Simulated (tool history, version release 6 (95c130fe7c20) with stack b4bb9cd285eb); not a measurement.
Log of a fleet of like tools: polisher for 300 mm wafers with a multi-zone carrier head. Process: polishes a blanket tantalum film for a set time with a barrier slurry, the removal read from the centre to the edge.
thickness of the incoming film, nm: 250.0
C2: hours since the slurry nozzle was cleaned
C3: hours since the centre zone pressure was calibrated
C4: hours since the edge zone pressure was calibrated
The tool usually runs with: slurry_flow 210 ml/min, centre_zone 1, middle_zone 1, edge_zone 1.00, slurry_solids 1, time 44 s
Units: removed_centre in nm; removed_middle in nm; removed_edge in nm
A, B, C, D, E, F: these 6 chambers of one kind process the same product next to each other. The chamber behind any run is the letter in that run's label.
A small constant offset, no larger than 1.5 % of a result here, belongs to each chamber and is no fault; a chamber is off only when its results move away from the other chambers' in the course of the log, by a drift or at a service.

{"run": "1E", "hour": 4.8, "slurry_flow": 210, "centre_zone": 1, "middle_zone": 1, "edge_zone": 1.0, "slurry_solids": 1, "time": 44, "wafers polished on this pad": 1217, "C2": 243.3, "C3": 238.4, "C4": 929.2, "removed_centre": 93.976, "removed_middle": 92.81, "removed_edge": 93.992}
{"hour": 7.9, "done": "chamber A: worn pad replaced by a new one"}
{"run": "2D", "hour": 11.7, "slurry_flow": 210, "centre_zone": 1, "middle_zone": 1, "edge_zone": 1.0, "slurry_solids": 1, "time": 44, "wafers polished on this pad": 783, "C2": 62.9, "C3": 161.8, "C4": 325.2, "removed_centre": 93.711, "removed_middle": 95.164, "removed_edge": 95.131}
{"hour": 12.4, "done": "chamber F: centre zone pressure recalibrated"}
{"run": "3A", "hour": 18.5, "slurry_flow": 210, "centre_zone": 1, "middle_zone": 1, "edge_zone": 1.0, "slurry_solids": 1, "time": 44, "wafers polished on this pad": 154, "C2": 19.6, "C3": 605.3, "C4": 132.6, "removed_centre": 94.9, "removed_middle": 94.208, "removed_edge": 96.193}
{"hour": 21.8, "done": "chamber F: slurry nozzle cleaned"}
{"run": "4C", "hour": 23.6, "slurry_flow": 210, "centre_zone": 1, "middle_zone": 1, "edge_zone": 1.0, "slurry_solids": 1, "time": 44, "wafers polished on this pad": 489, "C2": 267.6, "C3": 286.2, "C4": 213.5, "removed_centre": 93.84, "removed_middle": 95.466, "removed_edge": 92.909}
{"hour": 31.1, "done": "chamber E: worn pad replaced by a new one"}
{"run": "5B", "hour": 31.7, "slurry_flow": 210, "centre_zone": 1, "middle_zone": 1, "edge_zone": 1.0, "slurry_solids": 1, "time": 44, "wafers polished on this pad": 1168, "C2": 515.1, "C3": 317.6, "C4": 595.0, "removed_centre": 96.434, "removed_middle": 95.544, "removed_edge": 93.413}
{"hour": 36.8, "done": "chamber B: worn pad replaced by a new one"}
{"run": "6F", "hour": 37.9, "slurry_flow": 210, "centre_zone": 1, "middle_zone": 1, "edge_zone": 1.0, "slurry_solids": 1, "time": 44, "wafers polished on this pad": 618, "C2": 16.1, "C3": 25.6, "C4": 81.9, "removed_centre": 94.073, "removed_middle": 95.612, "removed_edge": 96.466}
{"run": "7F", "hour": 43.8, "slurry_flow": 260, "centre_zone": 1, "middle_zone": 1, "edge_zone": 1.0, "slurry_solids": 1, "time": 57, "wafers polished on this pad": 703, "C2": 22.0, "C3": 31.5, "C4": 87.8, "removed_centre": 125.42, "removed_middle": 124.91, "removed_edge": 126.17}
{"hour": 48.8, "done": "chamber E: slurry nozzle cleaned"}
{"run": "8A", "hour": 50.9, "slurry_flow": 260, "centre_zone": 1, "middle_zone": 1, "edge_zone": 1.0, "slurry_solids": 1, "time": 57, "wafers polished on this pad": 623, "C2": 52.0, "C3": 637.7, "C4": 165.0, "removed_centre": 125.35, "removed_middle": 125.85, "removed_edge": 125.29}
{"hour": 57.2, "done": "chamber D: worn pad replaced by a new one"}
{"run": "9E", "hour": 58.1, "slurry_flow": 260, "centre_zone": 1, "middle_zone": 1, "edge_zone": 1.0, "slurry_solids": 1, "time": 57, "wafers polished on this pad": 391, "C2": 9.4, "C3": 291.7, "C4": 982.5, "removed_centre": 125.53, "removed_middle": 128.87, "removed_edge": 127.89}
{"hour": 59.5, "done": "chamber C: slurry nozzle cleaned"}
{"hour": 63.9, "done": "chamber F: worn pad replaced by a new one"}
{"run": "10D", "hour": 65.3, "slurry_flow": 260, "centre_zone": 1, "middle_zone": 1, "edge_zone": 1.0, "slurry_solids": 1, "time": 57, "wafers polished on this pad": 117, "C2": 116.5, "C3": 215.4, "C4": 378.8, "removed_centre": 125.53, "removed_middle": 121.07, "removed_edge": 125.14}
{"hour": 68.2, "done": "chamber A: worn pad replaced by a new one"}
{"hour": 68.2, "done": "chamber A: centre zone pressure recalibrated"}
{"run": "11B", "hour": 69.7, "slurry_flow": 260, "centre_zone": 1, "middle_zone": 1, "edge_zone": 1.0, "slurry_solids": 1, "time": 57, "wafers polished on this pad": 476, "C2": 553.1, "C3": 355.6, "C4": 633.0, "removed_centre": 125.95, "removed_middle": 125.71, "removed_edge": 126.24}
{"run": "12C", "hour": 79.5, "slurry_flow": 260, "centre_zone": 1, "middle_zone": 1, "edge_zone": 1.0, "slurry_solids": 1, "time": 57, "wafers polished on this pad": 1299, "C2": 20.0, "C3": 342.1, "C4": 269.4, "removed_centre": 127.47, "removed_middle": 123.37, "removed_edge": 127.52}
{"hour": 82.9, "done": "chamber C: worn pad replaced by a new one"}
{"run": "13F", "hour": 84.4, "slurry_flow": 210, "centre_zone": 1, "middle_zone": 1, "edge_zone": 1.0, "slurry_solids": 1, "time": 44, "wafers polished on this pad": 298, "C2": 62.6, "C3": 72.1, "C4": 128.4, "removed_centre": 94.567, "removed_middle": 94.054, "removed_edge": 97.142}
{"run": "14D", "hour": 91.1, "slurry_flow": 210, "centre_zone": 1, "middle_zone": 1, "edge_zone": 1.0, "slurry_solids": 1, "time": 44, "wafers polished on this pad": 491, "C2": 142.3, "C3": 241.2, "C4": 404.6, "removed_centre": 93.548, "removed_middle": 94.529, "removed_edge": 94.489}
{"run": "15A", "hour": 96.8, "slurry_flow": 210, "centre_zone": 1, "middle_zone": 1, "edge_zone": 1.0, "slurry_solids": 1, "time": 44, "wafers polished on this pad": 415, "C2": 97.9, "C3": 28.7, "C4": 210.9, "removed_centre": 94.04, "removed_middle": 93.925, "removed_edge": 93.523}
{"run": "16C", "hour": 101.9, "slurry_flow": 160, "centre_zone": 1, "middle_zone": 1, "edge_zone": 1.0, "slurry_solids": 1, "time": 44, "wafers polished on this pad": 276, "C2": 42.4, "C3": 364.5, "C4": 291.8, "removed_centre": 91.403, "removed_middle": 89.426, "removed_edge": 93.064}
{"run": "17B", "hour": 108.7, "slurry_flow": 160, "centre_zone": 1, "middle_zone": 1, "edge_zone": 1.0, "slurry_solids": 1, "time": 44, "wafers polished on this pad": 1041, "C2": 592.1, "C3": 394.6, "C4": 672.0, "removed_centre": 89.92, "removed_middle": 88.957, "removed_edge": 92.97}
{"hour": 115.6, "done": "chamber B: worn pad replaced by a new one"}
{"run": "18E", "hour": 118.5, "slurry_flow": 160, "centre_zone": 1, "middle_zone": 1, "edge_zone": 1.0, "slurry_solids": 1, "time": 44, "wafers polished on this pad": 1265, "C2": 69.8, "C3": 352.1, "C4": 1042.9, "removed_centre": 90.573, "removed_middle": 91.234, "removed_edge": 91.378}
{"run": "19C", "hour": 123.8, "slurry_flow": 160, "centre_zone": 1, "middle_zone": 1, "edge_zone": 1.0, "slurry_solids": 1, "time": 44, "wafers polished on this pad": 593, "C2": 64.3, "C3": 386.4, "C4": 313.7, "removed_centre": 89.605, "removed_middle": 93.46, "removed_edge": 91.545}
{"hour": 124.3, "done": "chamber E: worn pad replaced by a new one"}
{"hour": 126.9, "done": "chamber A: worn pad replaced by a new one"}
{"run": "20D", "hour": 128.4, "slurry_flow": 160, "centre_zone": 1, "middle_zone": 1, "edge_zone": 1.0, "slurry_solids": 1, "time": 44, "wafers polished on this pad": 1031, "C2": 179.6, "C3": 278.5, "C4": 441.9, "removed_centre": 90.066, "removed_middle": 89.623, "removed_edge": 91.34}
{"run": "21E", "hour": 133.1, "slurry_flow": 160, "centre_zone": 1, "middle_zone": 1, "edge_zone": 1.0, "slurry_solids": 1, "time": 44, "wafers polished on this pad": 127, "C2": 84.4, "C3": 366.7, "C4": 1057.5, "removed_centre": 88.506, "removed_middle": 88.556, "removed_edge": 92.031}
{"hour": 133.4, "done": "chamber D: worn pad replaced by a new one"}
{"hour": 135.6, "done": "chamber F: worn pad replaced by a new one"}
{"run": "22B", "hour": 138.9, "slurry_flow": 210, "centre_zone": 1, "middle_zone": 1, "edge_zone": 1.0, "slurry_solids": 1, "time": 44, "wafers polished on this pad": 338, "C2": 622.3, "C3": 424.8, "C4": 702.2, "removed_centre": 94.085, "removed_middle": 93.259, "removed_edge": 95.247}
{"run": "23A", "hour": 145.7, "slurry_flow": 210, "centre_zone": 1, "middle_zone": 1, "edge_zone": 1.0, "slurry_solids": 1, "time": 44, "wafers polished on this pad": 273, "C2": 146.8, "C3": 77.6, "C4": 259.8, "removed_centre": 95.071, "removed_middle": 95.801, "removed_edge": 95.499}
{"run": "24F", "hour": 154.4, "slurry_flow": 210, "centre_zone": 1, "middle_zone": 1, "edge_zone": 1.0, "slurry_solids": 1, "time": 54, "wafers polished on this pad": 272, "C2": 132.6, "C3": 142.1, "C4": 198.4, "removed_centre": 116.47, "removed_middle": 115.7, "removed_edge": 117.16}
{"run": "25D", "hour": 162.3, "slurry_flow": 210, "centre_zone": 1, "middle_zone": 1, "edge_zone": 1.0, "slurry_solids": 1, "time": 54, "wafers polished on this pad": 419, "C2": 213.5, "C3": 312.4, "C4": 475.8, "removed_centre": 115.91, "removed_middle": 111.81, "removed_edge": 114.68}
{"hour": 168.0, "done": "chamber C: worn pad replaced by a new one"}
{"run": "26E", "hour": 168.4, "slurry_flow": 210, "centre_zone": 1, "middle_zone": 1, "edge_zone": 1.0, "slurry_solids": 1, "time": 54, "wafers polished on this pad": 638, "C2": 119.7, "C3": 402.0, "C4": 1092.8, "removed_centre": 115.57, "removed_middle": 115.92, "removed_edge": 116.85}
{"run": "27C", "hour": 173.2, "slurry_flow": 210, "centre_zone": 1, "middle_zone": 1, "edge_zone": 1.0, "slurry_solids": 1, "time": 54, "wafers polished on this pad": 75, "C2": 113.7, "C3": 435.8, "C4": 363.1, "removed_centre": 117.4, "removed_middle": 118.58, "removed_edge": 115.7}
{"run": "28F", "hour": 181.8, "slurry_flow": 210, "centre_zone": 1, "middle_zone": 1, "edge_zone": 1.0, "slurry_solids": 1, "time": 54, "wafers polished on this pad": 669, "C2": 160.0, "C3": 169.5, "C4": 225.8, "removed_centre": 114.98, "removed_middle": 116.49, "removed_edge": 117.82}
{"hour": 184.2, "done": "chamber A: worn pad replaced by a new one"}
{"hour": 185.5, "done": "chamber B: worn pad replaced by a new one"}
{"run": "29B", "hour": 187.2, "slurry_flow": 210, "centre_zone": 1, "middle_zone": 1, "edge_zone": 1.0, "slurry_solids": 1, "time": 54, "wafers polished on this pad": 25, "C2": 670.6, "C3": 473.1, "C4": 750.5, "removed_centre": 116.62, "removed_middle": 114.92, "removed_edge": 114.11}
{"run": "30A", "hour": 194.6, "slurry_flow": 210, "centre_zone": 1, "middle_zone": 1, "edge_zone": 1.0, "slurry_solids": 1, "time": 44, "wafers polished on this pad": 151, "C2": 195.7, "C3": 126.5, "C4": 308.7, "removed_centre": 92.289, "removed_middle": 94.172, "removed_edge": 95.154}
{"run": "31E", "hour": 201.4, "slurry_flow": 210, "centre_zone": 1, "middle_zone": 1, "edge_zone": 1.0, "slurry_solids": 1, "time": 44, "wafers polished on this pad": 1116, "C2": 152.7, "C3": 435.0, "C4": 1125.8, "removed_centre": 95.364, "removed_middle": 92.909, "removed_edge": 94.345}
{"hour": 203.9, "done": "chamber F: worn pad replaced by a new one"}
{"run": "32D", "hour": 206.8, "slurry_flow": 210, "centre_zone": 1, "middle_zone": 1, "edge_zone": 1.0, "slurry_solids": 1, "time": 44, "wafers polished on this pad": 1064, "C2": 258.0, "C3": 356.9, "C4": 520.3, "removed_centre": 93.071, "removed_middle": 95.28, "removed_edge": 94.022}
{"run": "33C", "hour": 211.5, "slurry_flow": 210, "centre_zone": 1, "middle_zone": 1, "edge_zone": 1.0, "slurry_solids": 1, "time": 44, "wafers polished on this pad": 630, "C2": 152.0, "C3": 474.1, "C4": 401.4, "removed_centre": 96.295, "removed_middle": 99.225, "removed_edge": 95.118}
{"run": "34F", "hour": 220.6, "slurry_flow": 210, "centre_zone": 1, "middle_zone": 1, "edge_zone": 1.0, "slurry_solids": 1, "time": 44, "wafers polished on this pad": 242, "C2": 198.8, "C3": 208.3, "C4": 264.6, "removed_centre": 94.009, "removed_middle": 95.402, "removed_edge": 95.414}
{"hour": 221.2, "done": "chamber B: slurry nozzle cleaned"}
{"run": "35A", "hour": 229.7, "slurry_flow": 210, "centre_zone": 1, "middle_zone": 1, "edge_zone": 1.0, "slurry_solids": 1, "time": 44, "wafers polished on this pad": 659, "C2": 230.8, "C3": 161.6, "C4": 343.8, "removed_centre": 93.403, "removed_middle": 94.784, "removed_edge": 96.306}
{"hour": 230.9, "done": "chamber E: worn pad replaced by a new one"}
{"hour": 233.3, "done": "chamber D: worn pad replaced by a new one"}
{"hour": 233.6, "done": "chamber A: worn pad replaced by a new one"}
{"run": "36B", "hour": 234.7, "slurry_flow": 210, "centre_zone": 1, "middle_zone": 1, "edge_zone": 1.0, "slurry_solids": 1, "time": 44, "wafers polished on this pad": 713, "C2": 13.5, "C3": 520.6, "C4": 798.0, "removed_centre": 94.158, "removed_middle": 92.445, "removed_edge": 94.45}
{"run": "37F", "hour": 241.8, "slurry_flow": 210, "centre_zone": 1, "middle_zone": 1, "edge_zone": 0.94, "slurry_solids": 1, "time": 37, "wafers polished on this pad": 549, "C2": 220.0, "C3": 229.5, "C4": 285.8, "removed_centre": 79.977, "removed_middle": 78.276, "removed_edge": 78.779}
{"hour": 246.9, "done": "chamber C: edge zone pressure recalibrated"}
{"hour": 249.0, "done": "chamber C: worn pad replaced by a new one"}
{"run": "38D", "hour": 250.3, "slurry_flow": 210, "centre_zone": 1, "middle_zone": 1, "edge_zone": 0.94, "slurry_solids": 1, "time": 37, "wafers polished on this pad": 247, "C2": 301.5, "C3": 400.4, "C4": 563.8, "removed_centre": 80.942, "removed_middle": 79.214, "removed_edge": 76.069}
{"run": "39C", "hour": 254.9, "slurry_flow": 210, "centre_zone": 1, "middle_zone": 1, "edge_zone": 0.94, "slurry_solids": 1, "time": 37, "wafers polished on this pad": 86, "C2": 195.4, "C3": 517.5, "C4": 8.0, "removed_centre": 80.556, "removed_middle": 82.084, "removed_edge": 77.398}
{"run": "40B", "hour": 260.8, "slurry_flow": 210, "centre_zone": 1, "middle_zone": 1, "edge_zone": 0.94, "slurry_solids": 1, "time": 37, "wafers polished on this pad": 1091, "C2": 39.6, "C3": 546.7, "C4": 824.1, "removed_centre": 80.359, "removed_middle": 79.052, "removed_edge": 77.174}
{"run": "41A", "hour": 270.8, "slurry_flow": 210, "centre_zone": 1, "middle_zone": 1, "edge_zone": 0.94, "slurry_solids": 1, "time": 37, "wafers polished on this pad": 538, "C2": 271.9, "C3": 202.7, "C4": 384.9, "removed_centre": 78.66, "removed_middle": 81.382, "removed_edge": 75.183}
{"run": "42E", "hour": 279.1, "slurry_flow": 210, "centre_zone": 1, "middle_zone": 1, "edge_zone": 0.94, "slurry_solids": 1, "time": 37, "wafers polished on this pad": 698, "C2": 230.4, "C3": 512.7, "C4": 1203.5, "removed_centre": 78.996, "removed_middle": 78.919, "removed_edge": 77.117}

Each of the 6 chambers runs these same settings next. Fill in every chamber's results:
{"run": "43A", "hour": 286.3, "slurry_flow": 210, "centre_zone": 1, "middle_zone": 1, "edge_zone": 0.92, "slurry_solids": 1, "time": 44, "removed_centre": "?", "removed_middle": "?", "removed_edge": "?"}
{"run": "43B", "hour": 286.3, "slurry_flow": 210, "centre_zone": 1, "middle_zone": 1, "edge_zone": 0.92, "slurry_solids": 1, "time": 44, "removed_centre": "?", "removed_middle": "?", "removed_edge": "?"}
{"run": "43C", "hour": 286.3, "slurry_flow": 210, "centre_zone": 1, "middle_zone": 1, "edge_zone": 0.92, "slurry_solids": 1, "time": 44, "removed_centre": "?", "removed_middle": "?", "removed_edge": "?"}
{"run": "43D", "hour": 286.3, "slurry_flow": 210, "centre_zone": 1, "middle_zone": 1, "edge_zone": 0.92, "slurry_solids": 1, "time": 44, "removed_centre": "?", "removed_middle": "?", "removed_edge": "?"}
{"run": "43E", "hour": 286.3, "slurry_flow": 210, "centre_zone": 1, "middle_zone": 1, "edge_zone": 0.92, "slurry_solids": 1, "time": 44, "removed_centre": "?", "removed_middle": "?", "removed_edge": "?"}
{"run": "43F", "hour": 286.3, "slurry_flow": 210, "centre_zone": 1, "middle_zone": 1, "edge_zone": 0.92, "slurry_solids": 1, "time": 44, "removed_centre": "?", "removed_middle": "?", "removed_edge": "?"}

run=43A removed_centre=95.408 removed_middle=94.394 removed_edge=92.217
run=43B removed_centre=95.299 removed_middle=95.630 removed_edge=90.473
run=43C removed_centre=96.440 removed_middle=94.549 removed_edge=90.294
run=43D removed_centre=95.171 removed_middle=96.017 removed_edge=90.291
run=43E removed_centre=95.944 removed_middle=96.400 removed_edge=92.121
run=43F removed_centre=94.772 removed_middle=95.869 removed_edge=91.427
